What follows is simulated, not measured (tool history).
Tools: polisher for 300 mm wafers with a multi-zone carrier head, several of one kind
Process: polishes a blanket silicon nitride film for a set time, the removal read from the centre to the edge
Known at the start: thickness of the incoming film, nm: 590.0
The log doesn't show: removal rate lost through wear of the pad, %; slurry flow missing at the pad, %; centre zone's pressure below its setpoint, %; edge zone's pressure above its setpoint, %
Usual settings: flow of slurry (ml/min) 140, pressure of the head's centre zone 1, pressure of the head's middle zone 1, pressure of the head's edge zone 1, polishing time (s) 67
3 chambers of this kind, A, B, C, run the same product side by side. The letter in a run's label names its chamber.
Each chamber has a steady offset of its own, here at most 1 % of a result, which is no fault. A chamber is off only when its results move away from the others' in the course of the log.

run   hour  flow of slurry (ml/min)  pressure of the head's centre zone  pressure of the head's middle zone  pressure of the head's edge zone  polishing time (s)  wafers polished on this pad  hours since the slurry nozzle was cleaned  hours since the centre zone pressure was calibrated  hours since the edge zone pressure was calibrated  film removed at the wafer's centre (Å)  film removed at mid-radius (Å)  film removed at the wafer's edge (Å)
 1C    6.7                      140                                   1                                   1                                 1                  67                          265                                      400.8                                                465.8                                                801                                  793.01                           775.7                                 794.1
 2A   19.2                      140                                   1                                   1                                 1                  67                          611                                      361.9                                                202.4                                              164.7                                   802.3                          786.55                                800.96
      31.8  -- chamber A: worn pad replaced by a new one
 3B   33.1                      140                                   1                                   1                                 1                  67                          564                                      475.5                                                122.9                                              140.4                                  799.42                          798.05                                805.64
      35.5  -- chamber B: worn pad replaced by a new one
 4A   40.3                      140                                   1                                   1                                 1                  67                           80                                        383                                                223.5                                              185.8                                  783.07                          788.16                                 795.3
 5C   50.2                      140                                   1                                   1                                 1                  67                          675                                      444.3                                                509.3                                              844.5                                  778.04                          798.09                                 788.6
 6B   58.4                      140                                   1                                   1                                 1                  67                          216                                      500.8                                                148.2                                              165.7                                  797.18                          804.25                                792.71
 7B   68.5                      140                                   1                                   1                                 1                  67                          311                                      510.9                                                158.3                                              175.8                                  808.02                           814.8                                789.17
 8C   74.8                      140                                   1                                   1                                 1                  67                          907                                      468.9                                                533.9                                              869.1                                  788.53                          777.61                                797.39
 9A   88.1                      140                                   1                                   1                                 1                  67                          531                                      430.8                                                271.3                                              233.6                                  774.58                          803.66                                 794.2
10B   95.3                      140                                   1                                   1                                 1                  67                          564                                      537.7                                                185.1                                              202.6                                  803.66                          806.03                                796.07
        98  -- chamber B: worn pad replaced by a new one
     100.3  -- chamber A: worn pad replaced by a new one
11C    105                      140                                   1                                   1                                 1                  67                         1192                                      499.1                                                564.1                                              899.3                                  785.32                          809.73                                 798.1
     113.6  -- chamber C: worn pad replaced by a new one
12A  113.8                      140                                   1                                   1                                 1                  67                          127                                      456.5                                                  297                                              259.3                                  767.85                          801.69                                781.37
13C  121.4                      140                                   1                                   1                                 1                  67                           73                                      515.5                                                580.5                                              915.7                                  793.47                          802.86                                782.08
14B    130                      140                                   1                                0.91                                 1                  67                          302                                      572.4                                                219.8                                              237.3                                  794.39                          730.55                                786.49
15A    138                      140                                   1                                0.91                                 1                  67                          355                                      480.7                                                321.2                                              283.5                                  752.63                          734.18                                 787.4
16A  150.4                      140                                   1                                0.91                                 1                  67                          472                                      493.1                                                333.6                                              295.9                                  753.48                          744.36                                801.04
     162.7  -- chamber C: edge zone pressure recalibrated
17B  163.8                      140                                   1                                   1                                 1                  67                          621                                      606.2                                                253.6                                              271.1                                  811.55                          783.86                                804.95
18C  172.7                      140                                   1                                   1                                 1                  67                          557                                      566.8                                                631.8                                                 10                                  788.52                          805.81                                800.76
     173.7  -- chamber B: worn pad replaced by a new one
     175.9  -- chamber A: worn pad replaced by a new one
19B  182.8                      170                                   1                                0.88                                 1                  67                           86                                      625.2                                                272.6                                              290.1                                  823.57                          730.55                                831.75
       188  -- chamber B: slurry nozzle cleaned
20C  190.3                      170                                   1                                0.88                                 1                  67                          723                                      584.4                                                649.4                                               27.6                                  809.85                          736.17                                 822.8
     195.6  -- chamber C: centre zone pressure recalibrated
21A  203.2                      170                                   1                                0.88                                 1                  67                          257                                      545.9                                                386.4                                              348.7                                  746.37                          729.54                                813.74
22B  212.2                      140                                1.07                                   1                                 1                  81                          363                                       24.2                                                  302                                              319.5                                  1043.6                          954.19                                958.48
23A  221.5                      140                                1.07                                   1                                 1                  81                          430                                      564.2                                                404.7                                                367                                  943.99                          979.84                                954.74
24C  231.1                      140                                1.07                                   1                                 1                  81                         1108                                      625.2                                                 35.6                                               68.4                                  1016.1                          963.46                                 939.3

All 3 chambers run these settings next. Forecast each chamber's results:
25A  241.3                      175                                   1                                   1                                 1                  67                                                                                                                                                                                                                       ?                               ?                                     ?
25B  241.3                      175                                   1                                   1                                 1                  67                                                                                                                                                                                                                       ?                               ?                                     ?
25C  241.3                      175                                   1                                   1                                 1                  67                                                                                                                                                                                                                       ?                               ?                                     ?

run  film removed at the wafer's centre (Å)  film removed at mid-radius (Å)  film removed at the wafer's edge (Å)
25A                                  754.35                          832.19                                806.44
25B                                   840.3                          832.53                                836.47
25C                                     828                          806.35                                823.85
